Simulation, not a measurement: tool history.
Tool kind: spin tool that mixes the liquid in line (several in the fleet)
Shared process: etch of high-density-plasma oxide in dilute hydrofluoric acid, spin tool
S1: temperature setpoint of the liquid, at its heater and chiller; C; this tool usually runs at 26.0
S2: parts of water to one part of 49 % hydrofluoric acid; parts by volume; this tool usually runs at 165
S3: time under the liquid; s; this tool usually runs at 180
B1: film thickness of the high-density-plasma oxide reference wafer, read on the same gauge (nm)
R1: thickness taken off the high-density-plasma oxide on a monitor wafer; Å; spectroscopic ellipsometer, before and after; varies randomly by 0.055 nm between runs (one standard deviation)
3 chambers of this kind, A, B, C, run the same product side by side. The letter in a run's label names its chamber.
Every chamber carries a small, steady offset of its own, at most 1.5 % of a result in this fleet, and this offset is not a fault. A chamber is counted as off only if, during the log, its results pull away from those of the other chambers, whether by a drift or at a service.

run   hour    S1   S2   S3      B1       R1
 1A    5.1  26.0  165  180  89.983   84.694
 2B   10.6  26.0  165  180  90.001   84.878
 3C   16.4  26.0  165  180  89.978   84.027
 4C   20.8  26.0  165  180  89.963   84.856
      26.7  -- chamber A: hydrofluoric acid flow meter replaced
 5B   27.8  30.5  165  180  90.018  100.130
 6A   33.5  30.5  165  180  90.004  101.130
 7C   41.9  30.5  165  180  90.005   99.152
 8A   49.6  28.5  115  180  89.987  141.600
 9B   57.8  28.5  115  180  89.993  143.450
10C   65.9  28.5  115  180  89.974  140.380
11B   73.5  24.5  165  100  89.999   44.761
12A   79.5  24.5  165  100  90.017   44.960
13A   85.3  24.5  165  100  90.043   44.454
14C   91.1  26.0  165  180  90.008   84.167
15B   99.8  26.0  165  180  90.013   84.592
16C  107.8  26.0  165  180  89.996   85.368
17B  113.9  26.0  165  180  90.012   82.186
18A  118.6  26.0  165  180  89.966   84.831
19B  127.6  26.0  165  180  90.004   82.174
20A  133.2  26.0  165  180  89.977   85.306
21C  140.6  26.0  165  180  89.998   83.701
22A  148.9  26.0  165  180  89.960   85.838
23C  153.2  26.0  165  180  89.974   84.447
24B  160.7  26.0  165  180  90.030   80.175
25B  167.0  26.0  165  180  89.967   79.109
26A  176.2  26.0  165  180  89.975   85.719

Predict what each chamber gives when all 3 of them run the settings below next.
27A  182.9  26.0  235  180       ?
27B  182.9  26.0  235  180       ?
27C  182.9  26.0  235  180       ?

run      R1
27A  55.468
27B  50.550
27C  55.067
